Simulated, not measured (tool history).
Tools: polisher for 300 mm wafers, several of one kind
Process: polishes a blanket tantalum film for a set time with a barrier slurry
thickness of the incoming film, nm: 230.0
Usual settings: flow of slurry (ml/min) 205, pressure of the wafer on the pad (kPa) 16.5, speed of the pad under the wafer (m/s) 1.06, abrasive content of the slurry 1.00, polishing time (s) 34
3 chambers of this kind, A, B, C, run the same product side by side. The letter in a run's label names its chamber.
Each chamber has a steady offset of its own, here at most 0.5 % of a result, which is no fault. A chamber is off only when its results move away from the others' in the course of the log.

run,hour,flow of slurry (ml/min),pressure of the wafer on the pad (kPa),speed of the pad under the wafer (m/s),abrasive content of the slurry,polishing time (s),wafers polished on this pad,hours since the slurry nozzle was cleaned,hours since the head pressure was calibrated,hours since the slurry blender was calibrated,film removed (angstrom)
1A,4.9,205,16.5,1.06,1.00,34,459,409.9,532.3,80.0,795.25
2B,13.3,205,16.5,1.06,1.00,34,752,846.9,1063.8,319.4,778.18
# hour 16.7: chamber B: slurry nozzle cleaned
3C,22.1,205,16.5,1.06,1.00,34,397,58.0,210.5,117.8,781.61
4B,28.9,205,16.5,1.06,1.00,34,893,12.3,1079.4,335.0,779.69
5C,33.4,205,16.5,1.06,1.00,34,499,69.3,221.8,129.1,788.59
6A,38.2,205,16.5,1.06,1.00,34,758,443.2,565.6,113.3,774.15
# hour 39.0: chamber A: head pressure recalibrated
# hour 41.2: chamber B: worn pad replaced by a new one
7A,45.6,205,16.5,1.06,1.00,34,824,450.6,6.7,120.7,784.32
8B,53.2,205,16.5,1.06,1.00,34,108,36.6,1103.7,359.3,788.86
9C,58.2,205,16.5,1.06,1.00,34,722,94.1,246.6,153.9,774.93
10B,63.7,205,16.5,1.06,1.00,34,202,47.1,1114.2,369.8,789.33
# hour 69.7: chamber C: slurry blender recalibrated
11A,70.5,205,16.5,1.06,1.00,34,1048,475.5,31.6,145.6,765.37
# hour 77.1: chamber A: slurry nozzle cleaned
12C,77.6,205,16.5,1.06,1.00,34,896,113.5,266.0,7.9,789.52
# hour 80.5: chamber A: worn pad replaced by a new one
13A,84.7,205,16.5,1.06,1.00,34,37,7.6,45.8,159.8,788.91
14B,93.8,205,16.5,1.06,1.00,34,473,77.2,1144.3,399.9,788.26
# hour 99.5: chamber B: head pressure recalibrated
15C,99.6,205,16.5,1.06,1.00,34,1094,135.5,288.0,29.9,801.64
# hour 103.1: chamber C: worn pad replaced by a new one
16C,107.6,205,16.5,1.06,1.00,34,41,143.5,296.0,37.9,796.81
17A,113.4,205,16.5,1.06,1.00,34,295,36.3,74.5,188.5,794.35
18B,121.6,205,16.5,1.06,1.00,34,723,105.0,22.2,427.7,681.88
19B,126.4,205,16.5,1.06,1.00,34,766,109.8,27.0,432.5,696.84
20A,134.9,205,16.5,1.06,1.00,34,489,57.8,96.0,210.0,777.21
21C,139.9,205,16.5,1.06,1.00,34,331,175.8,328.3,70.2,772.51
# hour 147.7: chamber B: worn pad replaced by a new one
22A,149.3,205,16.5,1.06,1.00,34,618,72.2,110.4,224.4,780.92
23C,153.6,160,16.5,1.06,1.25,34,454,189.5,342.0,83.9,798.35
24B,162.2,160,16.5,1.06,1.25,34,130,145.6,62.8,468.3,715.76
25A,166.9,160,16.5,1.06,1.25,34,776,89.8,128.0,242.0,816.71
26B,172.6,205,16.5,1.06,1.00,34,224,156.0,73.2,478.7,691.42
27C,178.0,205,16.5,1.06,1.00,34,673,213.9,366.4,108.3,781.48
28B,183.1,205,12.4,1.06,0.90,34,318,166.5,83.7,489.2,508.66

All 3 chambers run these settings next. Forecast each chamber's results:
29A,189.9,205,16.5,1.06,1.00,34,,,,,?
29B,189.9,205,16.5,1.06,1.00,34,,,,,?
29C,189.9,205,16.5,1.06,1.00,34,,,,,?

run,film removed (angstrom)
29A,775.17
29B,688.34
29C,779.39
